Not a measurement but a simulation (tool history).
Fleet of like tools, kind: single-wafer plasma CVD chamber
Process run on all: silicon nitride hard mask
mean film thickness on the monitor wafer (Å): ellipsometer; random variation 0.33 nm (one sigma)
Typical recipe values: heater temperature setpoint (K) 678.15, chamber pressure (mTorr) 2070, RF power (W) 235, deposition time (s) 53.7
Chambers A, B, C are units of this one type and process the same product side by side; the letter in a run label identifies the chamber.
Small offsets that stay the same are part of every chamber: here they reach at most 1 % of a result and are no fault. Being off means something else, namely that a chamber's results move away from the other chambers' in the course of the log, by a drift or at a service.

| run | hour | heater temperature setpoint (K) | chamber pressure (mTorr) | RF power (W) | deposition time (s) | hours since the last thermocouple change | hours since the last RF generator calibration | hours since the last manometer calibration | read-back reference wafer on the same gauge, thickness_nm | mean film thickness on the monitor wafer (Å) |
|---|---|---|---|---|---|---|---|---|---|---|
| 1C | 6.3 | 678.15 | 2070 | 235 | 53.7 | 1224.0 | 208.9 | 1315.3 | 65.886 | 557.05 |
| 2A | 13.4 | 678.15 | 2070 | 235 | 53.7 | 687.2 | 1007.0 | 722.6 | 65.857 | 558.44 |
| 3B | 19.6 | 678.15 | 2070 | 235 | 53.7 | 402.1 | 1285.7 | 1752.6 | 65.783 | 562.93 |
| 4B | 26.7 | 678.15 | 2070 | 235 | 53.7 | 409.2 | 1292.8 | 1759.7 | 65.802 | 558.58 |
| 5A | 34.4 | 678.15 | 2070 | 235 | 53.7 | 708.2 | 1028.0 | 743.6 | 65.865 | 552.96 |
| 6C | 41.9 | 678.15 | 2070 | 235 | 53.7 | 1259.6 | 244.5 | 1350.9 | 65.900 | 554.32 |
| 7B | 50.6 | 678.15 | 2070 | 235 | 53.7 | 433.1 | 1316.7 | 1783.6 | 65.938 | 561.88 |
| 8C | 58.9 | 678.15 | 2070 | 235 | 53.7 | 1276.6 | 261.5 | 1367.9 | 65.930 | 558.52 |
| 9A | 67.9 | 678.15 | 2070 | 235 | 53.7 | 741.7 | 1061.5 | 777.1 | 65.847 | 555.18 |
| 10A | 73.3 | 678.15 | 2070 | 195 | 43.9 | 747.1 | 1066.9 | 782.5 | 65.914 | 397.20 |
| 11B | 78.2 | 678.15 | 2070 | 195 | 43.9 | 460.7 | 1344.3 | 1811.2 | 65.892 | 393.47 |
| 12C | 86.8 | 678.15 | 2070 | 195 | 43.9 | 1304.5 | 289.4 | 1395.8 | 65.986 | 396.97 |
| 13C | 93.9 | 678.15 | 2070 | 235 | 53.7 | 1311.6 | 296.5 | 1402.9 | 65.861 | 557.61 |
| 14B | 102.7 | 666.15 | 2070 | 235 | 53.7 | 485.2 | 1368.8 | 1835.7 | 65.958 | 562.82 |
| 15A | 108.3 | 666.15 | 2070 | 235 | 53.7 | 782.1 | 1101.9 | 817.5 | 65.854 | 560.61 |
| 16B | 113.9 | 666.15 | 2070 | 235 | 53.7 | 496.4 | 1380.0 | 1846.9 | 65.949 | 555.65 |
| 17A | 121.6 | 678.15 | 2070 | 235 | 53.7 | 795.4 | 1115.2 | 830.8 | 65.893 | 557.26 |
| 18C | 127.4 | 692.15 | 2070 | 280 | 53.7 | 1345.1 | 330.0 | 1436.4 | 65.832 | 630.65 |
| 19C | 136.3 | 692.15 | 2070 | 280 | 53.7 | 1354.0 | 338.9 | 1445.3 | 65.981 | 629.15 |
| 20B | 140.2 | 692.15 | 2070 | 280 | 53.7 | 522.7 | 1406.3 | 1873.2 | 65.912 | 626.74 |
| 21A | 144.2 | 678.15 | 2070 | 235 | 53.7 | 818.0 | 1137.8 | 853.4 | 65.939 | 557.22 |
| 22C | 149.7 | 678.15 | 2070 | 235 | 53.7 | 1367.4 | 352.3 | 1458.7 | 65.823 | 555.08 |
| 23A | 155.6 | 678.15 | 2070 | 235 | 53.7 | 829.4 | 1149.2 | 864.8 | 66.017 | 551.96 |
| 24B | 164.1 | 678.15 | 2070 | 235 | 53.7 | 546.6 | 1430.2 | 1897.1 | 65.946 | 556.59 |
| 25B | 168.5 | 678.15 | 2070 | 235 | 53.7 | 551.0 | 1434.6 | 1901.5 | 65.853 | 560.57 |
| 26C | 176.1 | 678.15 | 2070 | 235 | 53.7 | 1393.8 | 378.7 | 1485.1 | 65.918 | 555.20 |
| 27A | 183.6 | 678.15 | 2070 | 235 | 53.7 | 857.4 | 1177.2 | 892.8 | 65.874 | 556.85 |
| 28C | 192.1 | 678.15 | 2070 | 235 | 53.7 | 1409.8 | 394.7 | 1501.1 | 65.844 | 559.56 |
| 29B | 196.4 | 678.15 | 1920 | 235 | 53.7 | 578.9 | 1462.5 | 1929.4 | 65.818 | 545.70 |
| 30A | 200.4 | 678.15 | 1920 | 235 | 53.7 | 874.2 | 1194.0 | 909.6 | 65.866 | 539.73 |
| 31B | 206.7 | 678.15 | 1920 | 235 | 53.7 | 589.2 | 1472.8 | 1939.7 | 65.911 | 542.50 |
| 32A | 212.5 | 678.15 | 2070 | 235 | 53.7 | 886.3 | 1206.1 | 921.7 | 65.781 | 556.72 |
| 33C | 218.7 | 678.15 | 2070 | 235 | 53.7 | 1436.4 | 421.3 | 1527.7 | 66.068 | 558.34 |
| 34B | 225.1 | 678.15 | 2070 | 235 | 53.7 | 607.6 | 1491.2 | 1958.1 | 65.798 | 560.01 |

What goes on in this fleet: one chamber off, a drifting gauge, or nothing beyond the chambers' own small offsets? Name the chamber and the cause, if any.

All chambers stay in line apart from their small fixed offsets, and the gauge does not drift.
